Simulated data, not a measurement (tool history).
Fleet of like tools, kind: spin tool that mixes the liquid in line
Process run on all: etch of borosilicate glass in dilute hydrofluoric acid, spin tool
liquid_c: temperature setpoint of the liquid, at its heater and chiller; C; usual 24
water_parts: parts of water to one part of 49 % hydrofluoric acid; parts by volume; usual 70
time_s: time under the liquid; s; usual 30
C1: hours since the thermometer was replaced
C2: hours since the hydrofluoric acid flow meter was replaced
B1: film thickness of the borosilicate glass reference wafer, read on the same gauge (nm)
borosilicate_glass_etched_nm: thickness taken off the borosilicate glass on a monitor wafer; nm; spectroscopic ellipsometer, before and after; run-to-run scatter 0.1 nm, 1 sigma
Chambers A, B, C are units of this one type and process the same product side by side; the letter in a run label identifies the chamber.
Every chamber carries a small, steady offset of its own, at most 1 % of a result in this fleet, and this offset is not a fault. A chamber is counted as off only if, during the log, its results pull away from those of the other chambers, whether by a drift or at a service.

{"run": "1A", "hour": 6.1, "liquid_c": 24, "water_parts": 70, "time_s": 30, "C1": 729.9, "C2": 1053.7, "B1": 149.99, "borosilicate_glass_etched_nm": 15.514}
{"run": "2B", "hour": 12.2, "liquid_c": 24, "water_parts": 70, "time_s": 30, "C1": 1216, "C2": 316.4, "B1": 150.02, "borosilicate_glass_etched_nm": 15.45}
{"run": "3C", "hour": 16.5, "liquid_c": 24, "water_parts": 70, "time_s": 30, "C1": 2017.8, "C2": 339.7, "B1": 149.98, "borosilicate_glass_etched_nm": 15.477}
{"run": "4C", "hour": 21.9, "liquid_c": 24, "water_parts": 70, "time_s": 30, "C1": 2023.2, "C2": 345.1, "B1": 149.97, "borosilicate_glass_etched_nm": 15.429}
{"run": "5B", "hour": 28.8, "liquid_c": 24, "water_parts": 45, "time_s": 30, "C1": 1232.6, "C2": 333, "B1": 150.01, "borosilicate_glass_etched_nm": 24.841}
{"run": "6A", "hour": 35.4, "liquid_c": 24, "water_parts": 45, "time_s": 30, "C1": 759.2, "C2": 1083, "B1": 150, "borosilicate_glass_etched_nm": 24.859}
{"run": "7C", "hour": 42.7, "liquid_c": 24, "water_parts": 45, "time_s": 30, "C1": 2044, "C2": 365.9, "B1": 150, "borosilicate_glass_etched_nm": 24.861}
{"run": "8A", "hour": 47.4, "liquid_c": 24, "water_parts": 70, "time_s": 30, "C1": 771.2, "C2": 1095, "B1": 149.99, "borosilicate_glass_etched_nm": 15.717}
{"run": "9B", "hour": 51.1, "liquid_c": 24, "water_parts": 70, "time_s": 30, "C1": 1254.9, "C2": 355.3, "B1": 149.97, "borosilicate_glass_etched_nm": 15.512}
{"run": "10B", "hour": 57.0, "liquid_c": 24, "water_parts": 70, "time_s": 30, "C1": 1260.8, "C2": 361.2, "B1": 150.02, "borosilicate_glass_etched_nm": 15.137}
{"run": "11C", "hour": 61.0, "liquid_c": 24, "water_parts": 70, "time_s": 30, "C1": 2062.3, "C2": 384.2, "B1": 150, "borosilicate_glass_etched_nm": 15.268}
{"run": "12A", "hour": 65.7, "liquid_c": 24, "water_parts": 70, "time_s": 50, "C1": 789.5, "C2": 1113.3, "B1": 149.99, "borosilicate_glass_etched_nm": 25.645}
{"run": "13A", "hour": 69.2, "liquid_c": 24, "water_parts": 70, "time_s": 50, "C1": 793, "C2": 1116.8, "B1": 149.99, "borosilicate_glass_etched_nm": 26.415}
{"run": "14C", "hour": 73.4, "liquid_c": 24, "water_parts": 70, "time_s": 50, "C1": 2074.7, "C2": 396.6, "B1": 150.01, "borosilicate_glass_etched_nm": 25.932}
{"run": "15B", "hour": 80.2, "liquid_c": 24, "water_parts": 70, "time_s": 30, "C1": 1284, "C2": 384.4, "B1": 150, "borosilicate_glass_etched_nm": 14.953}
{"hour": 82.9, "done": "chamber A: thermometer replaced"}
{"run": "16B", "hour": 84.8, "liquid_c": 24, "water_parts": 70, "time_s": 30, "C1": 1288.6, "C2": 389, "B1": 149.97, "borosilicate_glass_etched_nm": 14.928}
{"hour": 85.9, "done": "chamber C: hydrofluoric acid flow meter replaced"}
{"run": "17A", "hour": 91.0, "liquid_c": 24, "water_parts": 40, "time_s": 40, "C1": 8.2, "C2": 1138.6, "B1": 149.98, "borosilicate_glass_etched_nm": 37.523}
{"run": "18C", "hour": 98.4, "liquid_c": 24, "water_parts": 40, "time_s": 40, "C1": 2099.7, "C2": 12.6, "B1": 150, "borosilicate_glass_etched_nm": 37.305}
{"run": "19A", "hour": 101.9, "liquid_c": 24, "water_parts": 40, "time_s": 40, "C1": 19.1, "C2": 1149.5, "B1": 149.98, "borosilicate_glass_etched_nm": 37.68}
{"run": "20C", "hour": 105.6, "liquid_c": 21, "water_parts": 70, "time_s": 20, "C1": 2106.9, "C2": 19.8, "B1": 150.03, "borosilicate_glass_etched_nm": 9.0692}
{"run": "21B", "hour": 111.9, "liquid_c": 21, "water_parts": 70, "time_s": 20, "C1": 1315.7, "C2": 416.1, "B1": 149.98, "borosilicate_glass_etched_nm": 8.5946}
{"run": "22C", "hour": 117.3, "liquid_c": 21, "water_parts": 70, "time_s": 20, "C1": 2118.6, "C2": 31.5, "B1": 149.96, "borosilicate_glass_etched_nm": 9.0946}
{"run": "23B", "hour": 120.8, "liquid_c": 24, "water_parts": 70, "time_s": 30, "C1": 1324.6, "C2": 425, "B1": 150, "borosilicate_glass_etched_nm": 14.584}
{"run": "24A", "hour": 126.4, "liquid_c": 24, "water_parts": 50, "time_s": 20, "C1": 43.6, "C2": 1174, "B1": 150.02, "borosilicate_glass_etched_nm": 14.704}
{"run": "25C", "hour": 130.3, "liquid_c": 24, "water_parts": 50, "time_s": 20, "C1": 2131.6, "C2": 44.5, "B1": 150.01, "borosilicate_glass_etched_nm": 15.01}

All chambers now run identical settings, listed one chamber a line with results as question marks. What results will each chamber show?
{"run": "26A", "hour": 135.6, "liquid_c": 24, "water_parts": 100, "time_s": 30, "borosilicate_glass_etched_nm": "?"}
{"run": "26B", "hour": 135.6, "liquid_c": 24, "water_parts": 100, "time_s": 30, "borosilicate_glass_etched_nm": "?"}
{"run": "26C", "hour": 135.6, "liquid_c": 24, "water_parts": 100, "time_s": 30, "borosilicate_glass_etched_nm": "?"}

run=26A borosilicate_glass_etched_nm=10.505
run=26B borosilicate_glass_etched_nm=9.6631
run=26C borosilicate_glass_etched_nm=10.471
